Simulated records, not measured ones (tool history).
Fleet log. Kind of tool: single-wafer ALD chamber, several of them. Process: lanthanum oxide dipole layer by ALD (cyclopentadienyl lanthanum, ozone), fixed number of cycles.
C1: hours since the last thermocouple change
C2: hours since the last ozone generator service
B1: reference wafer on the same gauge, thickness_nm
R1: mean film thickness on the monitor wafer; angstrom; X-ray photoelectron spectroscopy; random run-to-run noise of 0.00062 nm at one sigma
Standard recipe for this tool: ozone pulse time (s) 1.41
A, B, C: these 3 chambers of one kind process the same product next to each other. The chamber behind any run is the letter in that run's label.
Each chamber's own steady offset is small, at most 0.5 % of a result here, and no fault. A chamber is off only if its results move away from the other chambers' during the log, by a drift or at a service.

Run 1B, day 0.288: usual settings; C1 2915.4; C2 400.7; B1 0.61792. Result: R1 5.4485 angstrom.
Run 2C, day 0.671: usual settings; C1 193.0; C2 234.4; B1 0.61781. Result: R1 5.4616 angstrom.
Run 3A, day 1.142: usual settings; C1 615.6; C2 1442.1; B1 0.61782. Result: R1 5.4525 angstrom.
Run 4C, day 1.675: usual settings; C1 217.1; C2 258.5; B1 0.61757. Result: R1 5.4551 angstrom.
Run 5A, day 2.046: usual settings; C1 637.3; C2 1463.8; B1 0.61761. Result: R1 5.4577 angstrom.
Run 6B, day 2.404: usual settings; C1 2966.2; C2 451.5; B1 0.61736. Result: R1 5.4433 angstrom.
Run 7C, day 2.817: usual settings; C1 244.5; C2 285.9; B1 0.61741. Result: R1 5.4561 angstrom.
Run 8B, day 3.258: usual settings; C1 2986.7; C2 472.0; B1 0.61744. Result: R1 5.4484 angstrom.
Run 9A, day 3.808: usual settings; C1 679.6; C2 1506.1; B1 0.61729. Result: R1 5.4428 angstrom.
Run 10A, day 4.125: usual settings; C1 687.2; C2 1513.7; B1 0.61737. Result: R1 5.4546 angstrom.
Run 11B, day 4.658: usual settings; C1 3020.3; C2 505.6; B1 0.61721. Result: R1 5.4490 angstrom.
Run 12C, day 4.983: usual settings; C1 296.5; C2 337.9; B1 0.61712. Result: R1 5.4482 angstrom.
Run 13B, day 5.321: usual settings; C1 3036.2; C2 521.5; B1 0.61685. Result: R1 5.4475 angstrom.
Run 14A, day 5.600: usual settings but ozone pulse time (s) 1.77; C1 722.6; C2 1549.1; B1 0.61686. Result: R1 5.6214 angstrom.
Run 15C, day 6.112: usual settings but ozone pulse time (s) 1.77; C1 323.6; C2 365.0; B1 0.61688. Result: R1 5.6347 angstrom.
Run 16A, day 6.642: usual settings but ozone pulse time (s) 1.77; C1 747.6; C2 1574.1; B1 0.61677. Result: R1 5.6146 angstrom.
Run 17B, day 7.012: usual settings; C1 3076.8; C2 562.1; B1 0.61662. Result: R1 5.4390 angstrom.
Run 18C, day 7.288: usual settings; C1 351.8; C2 393.2; B1 0.61630. Result: R1 5.4475 angstrom.
Run 19C, day 7.767: usual settings; C1 363.3; C2 404.7; B1 0.61639. Result: R1 5.4552 angstrom.
Run 20B, day 8.188: usual settings; C1 3105.0; C2 590.3; B1 0.61631. Result: R1 5.4387 angstrom.
Run 21A, day 8.571: usual settings but ozone pulse time (s) 1.65; C1 793.9; C2 1620.4; B1 0.61612. Result: R1 5.5683 angstrom.
Run 22A, day 8.967: usual settings but ozone pulse time (s) 1.65; C1 803.4; C2 1629.9; B1 0.61614. Result: R1 5.5776 angstrom.
Run 23C, day 9.262: usual settings but ozone pulse time (s) 1.65; C1 399.2; C2 440.6; B1 0.61602. Result: R1 5.5784 angstrom.
Run 24B, day 9.550: usual settings; C1 3137.7; C2 623.0; B1 0.61612. Result: R1 5.4399 angstrom.
Run 25C, day 9.883: usual settings; C1 414.1; C2 455.5; B1 0.61595. Result: R1 5.4468 angstrom.
Run 26B, day 10.183: usual settings; C1 3152.9; C2 638.2; B1 0.61594. Result: R1 5.4346 angstrom.
At day 10.333: chamber B: ozone generator serviced.
Run 27A, day 10.538: usual settings; C1 841.1; C2 1667.6; B1 0.61585. Result: R1 5.4310 angstrom.
Run 28C, day 10.879: usual settings; C1 438.0; C2 479.4; B1 0.61594. Result: R1 5.4519 angstrom.
At day 11.150: chamber B: thermocouple changed; heater temperature recalibrated.
Run 29A, day 11.217: usual settings; C1 857.4; C2 1683.9; B1 0.61578. Result: R1 5.4372 angstrom.
Run 30B, day 11.729: usual settings; C1 13.9; C2 33.6; B1 0.61562. Result: R1 5.4387 angstrom.
Run 31B, day 12.200: usual settings; C1 25.2; C2 44.9; B1 0.61577. Result: R1 5.4284 angstrom.
Run 32C, day 12.554: usual settings; C1 478.2; C2 519.6; B1 0.61557. Result: R1 5.4496 angstrom.
Run 33A, day 12.812: usual settings; C1 895.7; C2 1722.2; B1 0.61549. Result: R1 5.4384 angstrom.
Run 34B, day 13.067: usual settings; C1 46.0; C2 65.7; B1 0.61560. Result: R1 5.4349 angstrom.
At day 13.379: chamber A: ozone generator serviced.
Run 35A, day 13.471: usual settings but ozone pulse time (s) 0.92; C1 911.5; C2 2.2; B1 0.61532. Result: R1 4.8764 angstrom.
Run 36C, day 14.042: usual settings but ozone pulse time (s) 0.92; C1 513.9; C2 555.3; B1 0.61505. Result: R1 4.8682 angstrom.
Run 37B, day 14.392: usual settings but ozone pulse time (s) 0.92; C1 77.8; C2 97.5; B1 0.61524. Result: R1 4.8664 angstrom.

Read the log: is a single chamber off, either drifting away or since a service, is the gauge that measures every chamber drifting, or is nothing wrong beyond small per-chamber offsets? Name any odd chamber and what most likely caused it.

The gauge drifts, so all chambers seem to drift together. No chamber is off.
Most likely cause: gauge reads low (%) = 0.471.

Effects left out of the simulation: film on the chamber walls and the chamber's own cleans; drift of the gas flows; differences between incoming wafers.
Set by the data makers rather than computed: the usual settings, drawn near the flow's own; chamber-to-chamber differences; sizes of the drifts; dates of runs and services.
